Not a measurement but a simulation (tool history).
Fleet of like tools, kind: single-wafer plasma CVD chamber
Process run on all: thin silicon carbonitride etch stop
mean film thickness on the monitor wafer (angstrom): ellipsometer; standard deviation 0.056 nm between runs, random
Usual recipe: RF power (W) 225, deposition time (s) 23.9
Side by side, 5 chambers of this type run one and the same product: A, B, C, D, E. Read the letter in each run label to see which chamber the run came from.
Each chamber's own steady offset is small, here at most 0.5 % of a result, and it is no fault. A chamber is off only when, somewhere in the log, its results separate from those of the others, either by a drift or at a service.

run     day  RF power (W)  deposition time (s)  hours since the last thermocouple change  hours since the last RF generator calibration  read-back reference wafer on the same gauge, thickness_nm  mean film thickness on the monitor wafer (angstrom)
 1A   0.383           225                 23.9                                     153.7                                          305.0                                                     14.996                                               141.09
 2D   0.738           225                 23.9                                     458.5                                         1365.9                                                     14.998                                               140.46
 3B   0.979           225                 23.9                                     822.5                                          883.2                                                     14.995                                               141.40
 4E   1.304           225                 23.9                                    1790.2                                          192.0                                                     15.004                                               140.95
 5C   1.538           225                 23.9                                    1610.0                                          971.4                                                     15.005                                               141.25
 6A   1.942           260                 28.5                                     191.1                                          342.4                                                     14.995                                               176.80
 7B   2.433           260                 28.5                                     857.4                                          918.1                                                     14.999                                               175.64
 8C   2.858           260                 28.5                                    1641.7                                         1003.1                                                     15.000                                               174.97
 9E   3.342           260                 28.5                                    1839.1                                          240.9                                                     15.003                                               175.56
      3.496  -- chamber D: RF generator calibrated
10D   3.583           260                 28.5                                     526.8                                            2.2                                                     15.005                                               175.20
11C   3.854           225                 23.9                                    1665.6                                         1027.0                                                     15.000                                               140.56
12B   4.367           225                 23.9                                     903.8                                          964.5                                                     15.011                                               141.33
13D   4.721           225                 23.9                                     554.1                                           29.5                                                     15.000                                               140.85
14A   5.117           185                 19.4                                     267.3                                          418.6                                                     15.009                                               108.04
15E   5.512           185                 19.4                                    1891.2                                          293.0                                                     14.998                                               108.39
16D   5.800           185                 19.4                                     580.0                                           55.4                                                     14.988                                               107.84
17B   6.275           185                 19.4                                     949.6                                         1010.3                                                     14.986                                               108.11
18E   6.746           185                 19.4                                    1920.8                                          322.6                                                     15.003                                               107.08
19A   7.083           225                 23.9                                     314.5                                          465.8                                                     15.010                                               141.83
20C   7.375           225                 23.9                                    1750.1                                         1111.5                                                     14.989                                               141.53
21C   7.775           225                 23.9                                    1759.7                                         1121.1                                                     15.000                                               141.02
22B   8.146           225                 23.9                                     994.5                                         1055.2                                                     14.995                                               141.06
23A   8.588           225                 23.9                                     350.6                                          501.9                                                     15.001                                               140.23
24D   9.029           225                 23.9                                     657.5                                          132.9                                                     14.996                                               140.84
25E   9.417           225                 23.9                                    1984.9                                          386.7                                                     15.001                                               140.87
26E   9.654           225                 23.9                                    1990.6                                          392.4                                                     15.000                                               141.41
27A  10.075           225                 23.9                                     386.3                                          537.6                                                     15.000                                               140.67
28B  10.438           225                 23.9                                    1049.5                                         1110.2                                                     14.999                                               140.24
29D  10.721           225                 23.9                                     698.1                                          173.5                                                     14.999                                               140.35
30C  11.175           225                 23.9                                    1841.3                                         1202.7                                                     14.981                                               141.05
31E  11.625           260                 19.5                                    2037.9                                          439.7                                                     14.989                                               121.16
32D  12.017           260                 19.5                                     729.2                                          204.6                                                     14.997                                               119.79
33A  12.471           260                 19.5                                     443.8                                          595.1                                                     15.002                                               119.97

Predict what each chamber gives when all 5 of them run the settings below next.
34A  12.842           225                 23.9                                                                                                                                                                                                        ?
34B  12.842           225                 23.9                                                                                                                                                                                                        ?
34C  12.842           225                 23.9                                                                                                                                                                                                        ?
34D  12.842           225                 23.9                                                                                                                                                                                                        ?
34E  12.842           225                 23.9                                                                                                                                                                                                        ?

run  mean film thickness on the monitor wafer (angstrom)
34A                                               141.06
34B                                               141.33
34C                                               141.67
34D                                               140.59
34E                                               140.80

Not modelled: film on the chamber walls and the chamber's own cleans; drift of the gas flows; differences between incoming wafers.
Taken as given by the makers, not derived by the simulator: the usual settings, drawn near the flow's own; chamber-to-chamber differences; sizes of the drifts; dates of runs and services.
